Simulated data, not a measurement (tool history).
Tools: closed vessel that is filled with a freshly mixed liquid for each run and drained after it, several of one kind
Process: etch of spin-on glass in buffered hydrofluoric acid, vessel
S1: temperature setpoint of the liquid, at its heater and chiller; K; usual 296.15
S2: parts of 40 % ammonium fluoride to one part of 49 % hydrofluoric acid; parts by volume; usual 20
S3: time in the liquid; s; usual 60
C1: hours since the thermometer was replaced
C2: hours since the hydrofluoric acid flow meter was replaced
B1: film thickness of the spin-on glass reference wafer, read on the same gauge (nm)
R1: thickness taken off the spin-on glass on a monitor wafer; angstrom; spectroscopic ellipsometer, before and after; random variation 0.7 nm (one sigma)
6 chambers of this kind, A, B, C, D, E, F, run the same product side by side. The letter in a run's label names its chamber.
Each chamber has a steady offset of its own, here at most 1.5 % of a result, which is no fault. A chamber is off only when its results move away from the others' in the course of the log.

At hour 2.6: chamber C: hydrofluoric acid flow meter replaced.
Run 1A, hour 5.6: usual settings; C1 656.7; C2 67.6; B1 99.971. Result: R1 1023.5 angstrom.
Run 2B, hour 11.9: usual settings; C1 887.8; C2 955.5; B1 99.932. Result: R1 1000.6 angstrom.
Run 3C, hour 21.5: usual settings; C1 437.7; C2 18.9; B1 100.04. Result: R1 1017.5 angstrom.
Run 4F, hour 29.3: usual settings; C1 119.8; C2 366.9; B1 99.958. Result: R1 990.03 angstrom.
Run 5E, hour 38.2: usual settings; C1 95.4; C2 1918.2; B1 99.981. Result: R1 1012.2 angstrom.
Run 6D, hour 49.9: usual settings; C1 937.2; C2 53.9; B1 100.03. Result: R1 1031.1 angstrom.
Run 7D, hour 57.2: usual settings; C1 944.5; C2 61.2; B1 100.06. Result: R1 1016.5 angstrom.
Run 8B, hour 67.4: usual settings; C1 943.3; C2 1011; B1 99.998. Result: R1 1011.4 angstrom.
At hour 74.9: chamber C: thermometer replaced.
Run 9C, hour 78.6: usual settings; C1 3.7; C2 76; B1 100. Result: R1 1025.4 angstrom.
Run 10F, hour 84.8: usual settings; C1 175.3; C2 422.4; B1 99.97. Result: R1 1006.1 angstrom.
Run 11A, hour 91.7: usual settings; C1 742.8; C2 153.7; B1 99.992. Result: R1 1013.4 angstrom.
Run 12E, hour 100.6: usual settings but S1 300.15 K, S2 15 parts by volume; C1 157.8; C2 1980.6; B1 100.01. Result: R1 1678.6 angstrom.
Run 13E, hour 111.6: usual settings but S1 300.15 K, S2 15 parts by volume; C1 168.8; C2 1991.6; B1 100.05. Result: R1 1661.3 angstrom.
Run 14A, hour 120.9: usual settings but S1 300.15 K, S2 15 parts by volume; C1 772; C2 182.9; B1 100.03. Result: R1 1665.7 angstrom.
Run 15F, hour 129.6: usual settings but S1 300.15 K, S2 15 parts by volume; C1 220.1; C2 467.2; B1 100.02. Result: R1 1671.7 angstrom.
Run 16B, hour 135.7: usual settings but S1 300.15 K, S2 15 parts by volume; C1 1011.6; C2 1079.3; B1 99.985. Result: R1 1652.6 angstrom.
Run 17D, hour 144.6: usual settings but S1 300.15 K, S2 15 parts by volume; C1 1031.9; C2 148.6; B1 99.915. Result: R1 1690.3 angstrom.
Run 18C, hour 151.5: usual settings; C1 76.6; C2 148.9; B1 99.994. Result: R1 1012.4 angstrom.
Run 19C, hour 158.5: usual settings; C1 83.6; C2 155.9; B1 100.02. Result: R1 1025 angstrom.
Run 20D, hour 167.5: usual settings but S2 27.5 parts by volume; C1 1054.8; C2 171.5; B1 99.975. Result: R1 812.49 angstrom.
Run 21A, hour 178.7: usual settings but S2 27.5 parts by volume; C1 829.8; C2 240.7; B1 100. Result: R1 809.64 angstrom.
Run 22F, hour 184.3: usual settings but S2 27.5 parts by volume; C1 274.8; C2 521.9; B1 100.03. Result: R1 805.66 angstrom.
Run 23E, hour 194: usual settings but S2 27.5 parts by volume; C1 251.2; C2 2074; B1 99.99. Result: R1 813.24 angstrom.
Run 24B, hour 204.9: usual settings but S2 27.5 parts by volume; C1 1080.8; C2 1148.5; B1 99.98. Result: R1 816.2 angstrom.
At hour 208.8: chamber E: hydrofluoric acid flow meter replaced.
Run 25F, hour 216.2: usual settings but S2 27.5 parts by volume; C1 306.7; C2 553.8; B1 99.965. Result: R1 801.84 angstrom.
Run 26C, hour 222.7: usual settings but S2 16 parts by volume; C1 147.8; C2 220.1; B1 99.954. Result: R1 1281.9 angstrom.
Run 27E, hour 231.3: usual settings but S2 16 parts by volume; C1 288.5; C2 22.5; B1 100. Result: R1 1256.3 angstrom.
Run 28D, hour 237.5: usual settings but S2 16 parts by volume; C1 1124.8; C2 241.5; B1 100.04. Result: R1 1244.9 angstrom.
Run 29A, hour 247: usual settings but S2 16 parts by volume; C1 898.1; C2 309; B1 100. Result: R1 1253.3 angstrom.
Run 30B, hour 255: usual settings but S2 16 parts by volume; C1 1130.9; C2 1198.6; B1 100.03. Result: R1 1269.1 angstrom.
Run 31A, hour 261.4: usual settings but S2 16 parts by volume; C1 912.5; C2 323.4; B1 100.03. Result: R1 1264.8 angstrom.
Run 32E, hour 268.1: usual settings; C1 325.3; C2 59.3; B1 100.02. Result: R1 1013 angstrom.
Run 33D, hour 276.9: usual settings; C1 1164.2; C2 280.9; B1 100.01. Result: R1 1030.9 angstrom.
Run 34C, hour 282.7: usual settings; C1 207.8; C2 280.1; B1 100.02. Result: R1 1035.1 angstrom.
Run 35B, hour 294.8: usual settings; C1 1170.7; C2 1238.4; B1 99.971. Result: R1 1018.2 angstrom.
Run 36F, hour 304.5: usual settings; C1 395; C2 642.1; B1 99.983. Result: R1 1007.7 angstrom.
Run 37F, hour 314.9: usual settings but S2 27 parts by volume, S3 80 s; C1 405.4; C2 652.5; B1 100.04. Result: R1 1090.6 angstrom.
At hour 318.6: chamber B: hydrofluoric acid flow meter replaced.
Run 38B, hour 322.4: usual settings but S2 27 parts by volume, S3 80 s; C1 1198.3; C2 3.8; B1 99.974. Result: R1 1137.5 angstrom.
Run 39C, hour 332.3: usual settings but S2 27 parts by volume, S3 80 s; C1 257.4; C2 329.7; B1 99.98. Result: R1 1111.3 angstrom.
Run 40A, hour 341.8: usual settings but S2 27 parts by volume, S3 80 s; C1 992.9; C2 403.8; B1 100.02. Result: R1 1107.3 angstrom.
Run 41D, hour 349.6: usual settings but S2 27 parts by volume, S3 80 s; C1 1236.9; C2 353.6; B1 99.971. Result: R1 1092.2 angstrom.

Next, every chamber runs the same settings. What will each give?
Run 42A, hour 358.4: usual settings. Result: R1 ?.
Run 42B, hour 358.4: usual settings. Result: R1 ?.
Run 42C, hour 358.4: usual settings. Result: R1 ?.
Run 42D, hour 358.4: usual settings. Result: R1 ?.
Run 42E, hour 358.4: usual settings. Result: R1 ?.
Run 42F, hour 358.4: usual settings. Result: R1 ?.

run      R1
42A  1015.6
42B  1054.7
42C  1025.7
42D    1014
42E  1014.7
42F  995.96
